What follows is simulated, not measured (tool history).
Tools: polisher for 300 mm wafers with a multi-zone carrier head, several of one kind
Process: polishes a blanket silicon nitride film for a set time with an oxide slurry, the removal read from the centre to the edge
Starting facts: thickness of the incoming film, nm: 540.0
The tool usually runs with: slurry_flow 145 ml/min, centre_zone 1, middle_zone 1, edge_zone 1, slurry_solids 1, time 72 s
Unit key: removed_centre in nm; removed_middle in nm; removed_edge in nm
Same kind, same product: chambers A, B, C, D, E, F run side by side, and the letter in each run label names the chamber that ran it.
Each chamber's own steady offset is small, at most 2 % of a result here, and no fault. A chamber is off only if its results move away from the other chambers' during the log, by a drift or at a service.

run 1E hour=7 | slurry_flow=145 centre_zone=1 middle_zone=1 edge_zone=1 slurry_solids=1 time=72 | removed_centre=87.625 removed_middle=88.304 removed_edge=87.371
-- hour=12.1 chamber E: worn pad replaced by a new one
run 2F hour=14.8 | slurry_flow=145 centre_zone=1 middle_zone=1 edge_zone=1 slurry_solids=1 time=72 | removed_centre=86.673 removed_middle=85.38 removed_edge=84.929
-- hour=18.1 chamber F: centre zone pressure recalibrated
-- hour=29.8 chamber B: centre zone pressure recalibrated
run 3B hour=31 | slurry_flow=145 centre_zone=1 middle_zone=1 edge_zone=1 slurry_solids=1 time=72 | removed_centre=86.835 removed_middle=86.975 removed_edge=85.607
-- hour=36.7 chamber D: worn pad replaced by a new one
run 4D hour=47 | slurry_flow=145 centre_zone=1 middle_zone=1 edge_zone=1 slurry_solids=1 time=72 | removed_centre=86.389 removed_middle=86.959 removed_edge=87.264
run 5A hour=63.2 | slurry_flow=190 centre_zone=1 middle_zone=1 edge_zone=1 slurry_solids=1 time=92 | removed_centre=115.9 removed_middle=116.49 removed_edge=113.86
-- hour=64.8 chamber C: worn pad replaced by a new one
run 6C hour=74.3 | slurry_flow=190 centre_zone=1 middle_zone=1 edge_zone=1 slurry_solids=1 time=92 | removed_centre=116.6 removed_middle=119.64 removed_edge=114.92
-- hour=78.3 chamber E: edge zone pressure recalibrated
-- hour=83.3 chamber F: worn pad replaced by a new one
-- hour=85.3 chamber B: worn pad replaced by a new one
run 7A hour=87.1 | slurry_flow=190 centre_zone=1 middle_zone=1 edge_zone=1 slurry_solids=1 time=92 | removed_centre=116.03 removed_middle=118.38 removed_edge=117.89
-- hour=89.6 chamber A: centre zone pressure recalibrated
run 8B hour=100.4 | slurry_flow=190 centre_zone=1 middle_zone=1 edge_zone=1 slurry_solids=1 time=92 | removed_centre=116.49 removed_middle=114.8 removed_edge=116.44
-- hour=103.5 chamber A: worn pad replaced by a new one
run 9F hour=108.4 | slurry_flow=190 centre_zone=1 middle_zone=1 edge_zone=1 slurry_solids=1 time=92 | removed_centre=117.41 removed_middle=112.63 removed_edge=112.14
-- hour=114.9 chamber E: worn pad replaced by a new one
run 10D hour=116.6 | slurry_flow=190 centre_zone=1 middle_zone=1 edge_zone=1 slurry_solids=1 time=92 | removed_centre=115.28 removed_middle=115.11 removed_edge=114.59
run 11C hour=128.8 | slurry_flow=145 centre_zone=1 middle_zone=0.89 edge_zone=1 slurry_solids=1 time=92 | removed_centre=112.15 removed_middle=99.221 removed_edge=109.67
run 12E hour=140 | slurry_flow=145 centre_zone=1 middle_zone=0.89 edge_zone=1 slurry_solids=1 time=92 | removed_centre=112.14 removed_middle=100.23 removed_edge=110.06
-- hour=142.9 chamber A: edge zone pressure recalibrated
-- hour=149.8 chamber E: slurry nozzle cleaned
run 13F hour=151.7 | slurry_flow=145 centre_zone=1 middle_zone=0.89 edge_zone=1 slurry_solids=1 time=92 | removed_centre=112.21 removed_middle=97.089 removed_edge=108.23
-- hour=152.6 chamber C: worn pad replaced by a new one
run 14E hour=162.5 | slurry_flow=145 centre_zone=1 middle_zone=0.89 edge_zone=1 slurry_solids=1 time=92 | removed_centre=113.7 removed_middle=101.43 removed_edge=111.06
-- hour=164.4 chamber E: centre zone pressure recalibrated
-- hour=167.7 chamber F: slurry nozzle cleaned
run 15B hour=173.3 | slurry_flow=145 centre_zone=1 middle_zone=0.89 edge_zone=1 slurry_solids=1 time=92 | removed_centre=111.92 removed_middle=98.692 removed_edge=111.72
-- hour=185.7 chamber D: worn pad replaced by a new one
run 16C hour=185.9 | slurry_flow=145 centre_zone=1 middle_zone=0.89 edge_zone=1 slurry_solids=1 time=92 | removed_centre=110.97 removed_middle=99.544 removed_edge=107.52
run 17A hour=196.5 | slurry_flow=145 centre_zone=1 middle_zone=1 edge_zone=1 slurry_solids=1 time=72 | removed_centre=86.643 removed_middle=87.495 removed_edge=87.174
-- hour=199.5 chamber E: worn pad replaced by a new one
-- hour=200.2 chamber D: centre zone pressure recalibrated
run 18D hour=203.7 | slurry_flow=100 centre_zone=1 middle_zone=1 edge_zone=1 slurry_solids=1 time=72 | removed_centre=79.208 removed_middle=77.696 removed_edge=81.304
-- hour=215.3 chamber A: worn pad replaced by a new one
run 19C hour=219.3 | slurry_flow=100 centre_zone=1 middle_zone=1 edge_zone=1 slurry_solids=1 time=72 | removed_centre=78.947 removed_middle=79.646 removed_edge=81.494
-- hour=230.4 chamber F: worn pad replaced by a new one
-- hour=231.1 chamber B: worn pad replaced by a new one
run 20A hour=235.6 | slurry_flow=100 centre_zone=1 middle_zone=1 edge_zone=1 slurry_solids=1 time=72 | removed_centre=78.104 removed_middle=78.661 removed_edge=81.061
run 21E hour=244.3 | slurry_flow=100 centre_zone=1 middle_zone=1 edge_zone=1 slurry_solids=1 time=72 | removed_centre=80.251 removed_middle=79.482 removed_edge=82.277
-- hour=249.9 chamber C: worn pad replaced by a new one
-- hour=254.5 chamber B: slurry nozzle cleaned
run 22D hour=254.9 | slurry_flow=100 centre_zone=1 middle_zone=1 edge_zone=1 slurry_solids=1 time=72 | removed_centre=78.518 removed_middle=79.645 removed_edge=83.006
run 23F hour=269.5 | slurry_flow=100 centre_zone=1 middle_zone=1 edge_zone=1 slurry_solids=1 time=72 | removed_centre=78.472 removed_middle=78.088 removed_edge=80.228
run 24B hour=282.7 | slurry_flow=145 centre_zone=1 middle_zone=1 edge_zone=1 slurry_solids=1 time=72 | removed_centre=87.331 removed_middle=87.96 removed_edge=87.598
run 25C hour=293.9 | slurry_flow=145 centre_zone=0.93 middle_zone=1 edge_zone=1 slurry_solids=0.7 time=72 | removed_centre=67.577 removed_middle=71 removed_edge=73.578
-- hour=299.2 chamber B: edge zone pressure recalibrated
-- hour=301 chamber E: worn pad replaced by a new one
run 26B hour=302.8 | slurry_flow=145 centre_zone=0.93 middle_zone=1 edge_zone=1 slurry_solids=0.7 time=72 | removed_centre=67.584 removed_middle=71.818 removed_edge=73.911
run 27A hour=318.2 | slurry_flow=145 centre_zone=0.93 middle_zone=1 edge_zone=1 slurry_solids=0.7 time=72 | removed_centre=67.852 removed_middle=72.522 removed_edge=72.001
-- hour=322.9 chamber A: worn pad replaced by a new one
run 28F hour=326.3 | slurry_flow=145 centre_zone=0.93 middle_zone=1 edge_zone=1 slurry_solids=0.7 time=72 | removed_centre=67.063 removed_middle=72.371 removed_edge=72.265
run 29E hour=338.4 | slurry_flow=145 centre_zone=0.93 middle_zone=1 edge_zone=1 slurry_solids=0.7 time=72 | removed_centre=67.713 removed_middle=74.04 removed_edge=72.471
-- hour=341.1 chamber D: worn pad replaced by a new one
run 30D hour=349.1 | slurry_flow=145 centre_zone=0.93 middle_zone=1 edge_zone=1 slurry_solids=0.7 time=72 | removed_centre=67.104 removed_middle=74.721 removed_edge=73.264
-- hour=354.3 chamber C: worn pad replaced by a new one
run 31F hour=361.9 | slurry_flow=145 centre_zone=1 middle_zone=1 edge_zone=1 slurry_solids=1 time=72 | removed_centre=86.537 removed_middle=87.045 removed_edge=85.508
run 32E hour=369.8 | slurry_flow=145 centre_zone=1 middle_zone=1 edge_zone=1 slurry_solids=1 time=72 | removed_centre=87.837 removed_middle=86.834 removed_edge=87.17
-- hour=375.7 chamber F: worn pad replaced by a new one
-- hour=376.3 chamber A: slurry nozzle cleaned
run 33A hour=379.7 | slurry_flow=145 centre_zone=1 middle_zone=1 edge_zone=1 slurry_solids=1 time=72 | removed_centre=87.308 removed_middle=87.283 removed_edge=85.78
-- hour=382.1 chamber B: worn pad replaced by a new one
run 34C hour=389.4 | slurry_flow=145 centre_zone=0.94 middle_zone=1 edge_zone=1 slurry_solids=1 time=80 | removed_centre=90.831 removed_middle=97.247 removed_edge=95.237
run 35D hour=401.4 | slurry_flow=145 centre_zone=0.94 middle_zone=1 edge_zone=1 slurry_solids=1 time=80 | removed_centre=88.842 removed_middle=96.275 removed_edge=98.581
run 36B hour=412 | slurry_flow=145 centre_zone=0.94 middle_zone=1 edge_zone=1 slurry_solids=1 time=80 | removed_centre=90.892 removed_middle=97.501 removed_edge=97.994
run 37C hour=425.1 | slurry_flow=145 centre_zone=0.94 middle_zone=1 edge_zone=1 slurry_solids=1 time=80 | removed_centre=90.961 removed_middle=97.899 removed_edge=95.896
run 38F hour=434.5 | slurry_flow=145 centre_zone=0.94 middle_zone=1 edge_zone=1 slurry_solids=1 time=80 | removed_centre=90.408 removed_middle=95.303 removed_edge=96.997
-- hour=445.4 chamber A: worn pad replaced by a new one
run 39A hour=449.3 | slurry_flow=145 centre_zone=0.94 middle_zone=1 edge_zone=1 slurry_solids=1 time=80 | removed_centre=91.248 removed_middle=97.644 removed_edge=96.583

Read the log: is a single chamber off, either drifting away or since a service, is the gauge that measures every chamber drifting, or is nothing wrong beyond small per-chamber offsets? Name any odd chamber and what most likely caused it.

All chambers stay in line apart from their small fixed offsets, and the gauge does not drift.
